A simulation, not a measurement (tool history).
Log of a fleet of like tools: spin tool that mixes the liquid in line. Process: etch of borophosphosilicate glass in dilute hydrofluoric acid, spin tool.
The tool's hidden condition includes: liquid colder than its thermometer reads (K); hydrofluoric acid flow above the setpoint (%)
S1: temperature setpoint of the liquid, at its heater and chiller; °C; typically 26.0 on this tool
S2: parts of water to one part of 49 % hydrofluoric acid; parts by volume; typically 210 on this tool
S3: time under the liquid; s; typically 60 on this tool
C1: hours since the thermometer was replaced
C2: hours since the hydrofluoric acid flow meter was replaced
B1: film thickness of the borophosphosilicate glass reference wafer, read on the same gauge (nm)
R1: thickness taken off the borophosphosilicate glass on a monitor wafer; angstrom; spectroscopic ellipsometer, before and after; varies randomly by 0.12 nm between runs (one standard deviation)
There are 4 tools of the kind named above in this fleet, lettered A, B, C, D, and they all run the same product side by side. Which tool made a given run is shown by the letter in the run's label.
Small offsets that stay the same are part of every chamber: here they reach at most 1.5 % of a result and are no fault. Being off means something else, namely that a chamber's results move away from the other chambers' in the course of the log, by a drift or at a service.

run	day	S1	S2	S3	C1	C2	B1	R1
1C	0.154	26.0	210	60	875.5	988.5	39.980	122.18
2B	0.329	26.0	210	60	10.6	222.0	40.005	120.68
3D	0.429	26.0	210	60	103.6	1760.9	40.002	121.03
4A	0.579	26.0	210	60	163.4	998.2	40.016	123.89
5D	0.725	21.5	210	90	110.7	1768.0	39.978	150.00
6A	0.829	21.5	210	90	169.4	1004.2	40.024	152.29
7B	0.971	21.5	210	90	26.0	237.4	39.987	151.19
8C	1.062	21.5	210	90	897.3	1010.3	39.999	155.05
9B	1.188	26.0	210	60	31.2	242.6	39.977	121.95
# day 1.229: chamber C: thermometer replaced
10D	1.308	26.0	210	60	124.7	1782.0	40.020	122.31
11C	1.471	26.0	210	60	5.9	1020.1	40.015	125.30
12A	1.571	26.0	210	60	187.2	1022.0	39.990	121.16
13C	1.679	26.0	210	60	10.9	1025.1	40.002	126.66
14D	1.767	26.0	210	60	135.7	1793.0	40.018	121.04
15A	1.900	26.0	210	60	195.1	1029.9	40.001	121.41
16B	2.000	26.0	210	60	50.7	262.1	39.981	122.02
17D	2.192	26.0	210	60	145.9	1803.2	40.022	120.66
18B	2.279	26.0	210	60	57.4	268.8	40.011	121.37
19A	2.417	26.0	210	60	207.5	1042.3	40.015	120.83
20C	2.550	26.0	210	60	31.8	1046.0	39.968	128.53
21A	2.721	26.0	210	60	214.8	1049.6	40.006	123.15
22B	2.829	30.0	210	60	70.6	282.0	39.995	138.20
23D	2.929	30.0	210	60	163.6	1820.9	39.980	138.13
24C	3.083	30.0	210	60	44.6	1058.8	40.008	153.20
25A	3.179	30.0	210	60	225.8	1060.6	39.996	141.08
26D	3.342	26.0	210	60	173.5	1830.8	40.016	118.93
27B	3.458	26.0	210	60	85.7	297.1	39.994	118.71
28C	3.554	30.0	110	60	55.9	1070.1	40.020	326.66
29B	3.662	30.0	110	60	90.6	302.0	39.991	298.35
30D	3.788	30.0	110	60	184.2	1841.5	39.975	299.75
31C	3.900	30.0	110	60	64.2	1078.4	40.016	325.65
32A	4.050	29.0	110	60	246.7	1081.5	40.033	295.40
33C	4.150	29.0	110	60	70.2	1084.4	39.985	323.05
34D	4.288	29.0	110	60	196.2	1853.5	40.000	292.78
35A	4.396	29.0	110	60	255.0	1089.8	40.001	290.72

Next, all 4 chambers run the settings below, one line each with question marks for the results. What does each chamber give?
36A	4.538	26.0	210	60				?
36B	4.538	26.0	210	60				?
36C	4.538	26.0	210	60				?
36D	4.538	26.0	210	60				?

run	R1
36A	120.01
36B	121.74
36C	135.82
36D	119.93
